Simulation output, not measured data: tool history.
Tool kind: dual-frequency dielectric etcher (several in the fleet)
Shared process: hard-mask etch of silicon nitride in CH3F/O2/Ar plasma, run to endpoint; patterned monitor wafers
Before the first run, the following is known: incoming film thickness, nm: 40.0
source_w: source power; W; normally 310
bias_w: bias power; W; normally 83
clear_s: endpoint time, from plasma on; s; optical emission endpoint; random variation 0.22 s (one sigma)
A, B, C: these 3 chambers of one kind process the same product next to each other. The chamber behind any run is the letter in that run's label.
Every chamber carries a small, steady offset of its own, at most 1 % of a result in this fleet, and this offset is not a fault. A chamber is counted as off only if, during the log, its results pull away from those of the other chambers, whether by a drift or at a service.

run   hour  source_w  bias_w  hours since the last wet clean  hours since the last source power generator calibration  hours since the last bias power generator calibration  clear_s
 1A    5.1       310      83                           458.6                                                   1841.6                                                 3068.9   60.061
       8.2  -- chamber C: wet clean of the chamber
 2B    9.5       310      83                            93.7                                                   1727.3                                                 1946.5   60.893
 3C   18.1       310      83                              10                                                   3046.5                                                  824.8   60.297
 4C   25.9       310      83                            17.8                                                   3054.3                                                  832.6   60.165
 5B   33.8       310      83                             118                                                   1751.6                                                 1970.8   61.123
 6A   40.3       310      83                           493.8                                                   1876.8                                                 3104.1   60.072
 7C     48       290      83                            39.9                                                   3076.4                                                  854.7   61.982
 8A   54.5       290      83                             508                                                     1891                                                 3118.3   61.831
 9B   60.9       290      83                           145.1                                                   1778.7                                                 1997.9   62.881
10C   68.9       310      83                            60.8                                                   3097.3                                                  875.6   60.185
11B   73.2       310      83                           157.4                                                     1791                                                 2010.2   61.592
12A   80.6       310      90                           534.1                                                   1917.1                                                 3144.4   58.176
13C   87.8       310      90                            79.7                                                   3116.2                                                  894.5   58.778
14B   96.7       310      90                           180.9                                                   1814.5                                                 2033.7   59.572
15A  101.6       310      83                           555.1                                                   1938.1                                                 3165.4   60.153
16B  107.5       310      83                           191.7                                                   1825.3                                                 2044.5   60.971
17A  113.8       310      83                           567.3                                                   1950.3                                                 3177.6   60.093
       114  -- chamber A: wet clean of the chamber
18C  119.1       250      83                             111                                                   3147.5                                                  925.8   65.015
19A  123.9       250      83                             9.9                                                   1960.4                                                 3187.7   65.122
20B  129.8       250      83                             214                                                   1847.6                                                 2066.8   66.565
21C  137.4       310      83                           129.3                                                   3165.8                                                  944.1   59.868
22B  144.8       310      83                             229                                                   1862.6                                                 2081.8   61.373
23C  153.7       310      83                           145.6                                                   3182.1                                                  960.4   59.922
24A  159.1       310      76                            45.1                                                   1995.6                                                 3222.9   62.162
25C  166.2       310      76                           158.1                                                   3194.6                                                  972.9   61.944
26B  173.7       310      76                           257.9                                                   1891.5                                                 2110.7   63.944
27A  179.3       310      83                            65.3                                                   2015.8                                                 3243.1     60.4
28A  185.5       310      83                            71.5                                                     2022                                                 3249.3    59.93
29B  189.9       280      70                           274.1                                                   1907.7                                                 2126.9   68.658
30C  196.4       280      70                           188.3                                                   3224.8                                                 1003.1   66.483
31A  202.1       280      70                            88.1                                                   2038.6                                                 3265.9   66.497
32C  209.6       310      83                           201.5                                                     3238                                                 1016.3    59.76
33B  214.9       310      83                           299.1                                                   1932.7                                                 2151.9   62.304
34B  220.2       310      83                           304.4                                                     1938                                                 2157.2   62.495
35C  228.9       310      83                           220.8                                                   3257.3                                                 1035.6    60.34
36A  237.7       310      83                           123.7                                                   2074.2                                                 3301.5   60.363

Decide between three cases: one chamber stands off from its peers, the gauge reading all wafers drifts, or nothing is wrong past each chamber's small offset. Where a chamber is off, say which and what most likely put it there.

One chamber, B, drifts off from the rest bit by bit.
Cause: etch rate under this chamber's usual, % = 2.73.

Which of the 4 candidates below, each the usual settings with something changed and its results left as question marks, puts chamber B back in line with what the other chambers give on the usual settings?
To be in line, a result may differ from the other chambers' mean on the usual settings by at most: clear_s 0.75 s
37B-1  244.2       310      74                                                                                                                                                        ?
37B-2  244.2       310     104                                                                                                                                                        ?
37B-3  244.2       310      65                                                                                                                                                        ?
37B-4  244.2       330      87                                                                                                                                                        ?

The other chambers' mean on the usual settings: clear_s 60.13 s
  run  clear_s
37B-1   65.202
37B-2   57.715
37B-3   68.151
37B-4    60.15
Change 37B-4 lands the chamber within the allowed miss of the other chambers.
